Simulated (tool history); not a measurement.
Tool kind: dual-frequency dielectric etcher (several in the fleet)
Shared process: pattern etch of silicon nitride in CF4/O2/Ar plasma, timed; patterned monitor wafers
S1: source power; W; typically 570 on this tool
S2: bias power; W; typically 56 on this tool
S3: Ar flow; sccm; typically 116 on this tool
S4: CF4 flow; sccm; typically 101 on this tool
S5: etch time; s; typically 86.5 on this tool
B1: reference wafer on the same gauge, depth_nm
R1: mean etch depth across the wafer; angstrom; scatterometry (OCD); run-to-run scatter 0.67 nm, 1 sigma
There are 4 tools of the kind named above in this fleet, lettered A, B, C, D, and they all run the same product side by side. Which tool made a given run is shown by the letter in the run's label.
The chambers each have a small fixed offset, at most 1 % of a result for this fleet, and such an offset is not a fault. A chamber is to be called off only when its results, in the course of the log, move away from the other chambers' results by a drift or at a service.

run 1B hour=11.7 | S1=570 S2=56 S3=116 S4=101 S5=86.5 | B1=222.85 | R1=1871
run 2A hour=25 | S1=570 S2=56 S3=116 S4=101 S5=86.5 | B1=223.03 | R1=1909.9
run 3C hour=34.8 | S1=570 S2=56 S3=116 S4=101 S5=86.5 | B1=223.24 | R1=1904.2
run 4D hour=43.2 | S1=570 S2=56 S3=116 S4=101 S5=86.5 | B1=223.09 | R1=1897.6
run 5B hour=56.2 | S1=570 S2=56 S3=116 S4=101 S5=86.5 | B1=222.95 | R1=1882
run 6A hour=69.1 | S1=570 S2=56 S3=116 S4=101 S5=86.5 | B1=222.88 | R1=1913.3
-- hour=71.9 chamber C: wet clean of the chamber
run 7C hour=75.3 | S1=570 S2=56 S3=116 S4=101 S5=86.5 | B1=222.95 | R1=1873.2
run 8D hour=86.6 | S1=570 S2=56 S3=116 S4=101 S5=86.5 | B1=223.02 | R1=1887.1
run 9B hour=96.1 | S1=570 S2=56 S3=116 S4=101 S5=86.5 | B1=223.04 | R1=1885.7
run 10A hour=107.1 | S1=570 S2=56 S3=116 S4=101 S5=86.5 | B1=223.2 | R1=1907.4
run 11D hour=118 | S1=570 S2=56 S3=116 S4=101 S5=86.5 | B1=223.04 | R1=1882.2
run 12C hour=128.8 | S1=570 S2=56 S3=116 S4=101 S5=86.5 | B1=222.89 | R1=1886.7
run 13D hour=139.9 | S1=570 S2=56 S3=116 S4=101 S5=86.5 | B1=223.17 | R1=1882.5
run 14A hour=151.1 | S1=570 S2=56 S3=116 S4=101 S5=86.5 | B1=223.09 | R1=1911.5
-- hour=160.3 chamber D: wet clean of the chamber
run 15C hour=161.3 | S1=570 S2=56 S3=116 S4=101 S5=86.5 | B1=222.95 | R1=1884.6
run 16B hour=175.2 | S1=570 S2=56 S3=116 S4=101 S5=86.5 | B1=223.13 | R1=1870.7
run 17B hour=187.7 | S1=570 S2=56 S3=116 S4=101 S5=86.5 | B1=222.81 | R1=1865.2
run 18C hour=200.1 | S1=570 S2=56 S3=116 S4=101 S5=86.5 | B1=223.1 | R1=1896.3
-- hour=206.3 chamber B: wet clean of the chamber
run 19D hour=207 | S1=570 S2=56 S3=116 S4=101 S5=86.5 | B1=223.01 | R1=1887.3
run 20A hour=215.9 | S1=570 S2=63 S3=116 S4=101 S5=72.5 | B1=222.96 | R1=1688.9
-- hour=221.1 chamber A: CF4 flow controller replaced
run 21C hour=224.6 | S1=570 S2=63 S3=116 S4=101 S5=72.5 | B1=223.14 | R1=1654.4
run 22A hour=236.2 | S1=570 S2=63 S3=116 S4=101 S5=72.5 | B1=222.97 | R1=1692.6
run 23D hour=244.2 | S1=570 S2=63 S3=116 S4=101 S5=72.5 | B1=222.93 | R1=1660.3
run 24B hour=256.9 | S1=570 S2=67 S3=116 S4=101 S5=86.5 | B1=223.04 | R1=2021.4
run 25D hour=265.9 | S1=570 S2=67 S3=116 S4=101 S5=86.5 | B1=223.04 | R1=2023.5
run 26B hour=274.3 | S1=570 S2=67 S3=116 S4=101 S5=86.5 | B1=222.82 | R1=2017.9
run 27C hour=284.8 | S1=570 S2=67 S3=116 S4=101 S5=86.5 | B1=222.96 | R1=2036.6
run 28A hour=294.3 | S1=570 S2=56 S3=116 S4=101 S5=86.5 | B1=223.06 | R1=1940.5
run 29D hour=303.3 | S1=570 S2=56 S3=116 S4=101 S5=86.5 | B1=223.11 | R1=1885.4
run 30B hour=315.9 | S1=570 S2=56 S3=116 S4=101 S5=86.5 | B1=223.09 | R1=1880.7
run 31C hour=323 | S1=570 S2=56 S3=99 S4=101 S5=78.5 | B1=223.04 | R1=1735.5
run 32A hour=336.7 | S1=570 S2=56 S3=99 S4=101 S5=78.5 | B1=222.94 | R1=1804.8
run 33B hour=346.8 | S1=570 S2=56 S3=99 S4=101 S5=78.5 | B1=222.98 | R1=1737.7
run 34A hour=353.2 | S1=570 S2=56 S3=99 S4=101 S5=78.5 | B1=223.2 | R1=1821.3
run 35C hour=363.2 | S1=570 S2=66 S3=116 S4=101 S5=74.5 | B1=223.02 | R1=1728.2
run 36D hour=375.6 | S1=570 S2=66 S3=116 S4=101 S5=74.5 | B1=223.01 | R1=1733.3
run 37A hour=382.7 | S1=570 S2=66 S3=116 S4=101 S5=74.5 | B1=223.1 | R1=1798.1
run 38B hour=395.9 | S1=570 S2=66 S3=116 S4=101 S5=74.5 | B1=223 | R1=1721.8
run 39C hour=406.5 | S1=570 S2=56 S3=116 S4=101 S5=86.5 | B1=223.23 | R1=1882.6
run 40D hour=418.8 | S1=570 S2=56 S3=103 S4=84 S5=86.5 | B1=223.05 | R1=1869.8
run 41C hour=426 | S1=570 S2=56 S3=103 S4=84 S5=86.5 | B1=222.84 | R1=1864.1
run 42B hour=435.1 | S1=570 S2=56 S3=103 S4=84 S5=86.5 | B1=223.07 | R1=1863

One chamber off, gauge drift, or nothing amiss beyond the chambers' own small offsets? If it is a chamber, which one, and what is the likeliest cause?

Little by little, chamber A moves away from the other chambers.
What lies behind it: etch rate over this chamber's usual, % = 4.17.
The log may not tell that from: source power that arrives over what is set, %.

Which of the 4 candidates below, each the usual settings with something changed and its results left as question marks, puts chamber A back in line with what the other chambers give on the usual settings?
Allowed miss from the other chambers' usual-settings mean, per result, to count as in line: R1 23 angstrom
run 43A-1 hour=445.1 | S1=570 S2=56 S3=116 S4=101 S5=88.5 | R1=?
run 43A-2 hour=445.1 | S1=570 S2=56 S3=116 S4=83 S5=86.5 | R1=?
run 43A-3 hour=445.1 | S1=570 S2=64 S3=116 S4=101 S5=86.5 | R1=?
run 43A-4 hour=445.1 | S1=570 S2=49 S3=116 S4=97 S5=86.5 | R1=?

Usual-settings mean across the other chambers: R1 1883.8 angstrom
run=43A-1 R1=2032.1
run=43A-2 R1=1936.9
run=43A-3 R1=2091.5
run=43A-4 R1=1878.6
It is 43A-4 that realigns the chamber with its peers.

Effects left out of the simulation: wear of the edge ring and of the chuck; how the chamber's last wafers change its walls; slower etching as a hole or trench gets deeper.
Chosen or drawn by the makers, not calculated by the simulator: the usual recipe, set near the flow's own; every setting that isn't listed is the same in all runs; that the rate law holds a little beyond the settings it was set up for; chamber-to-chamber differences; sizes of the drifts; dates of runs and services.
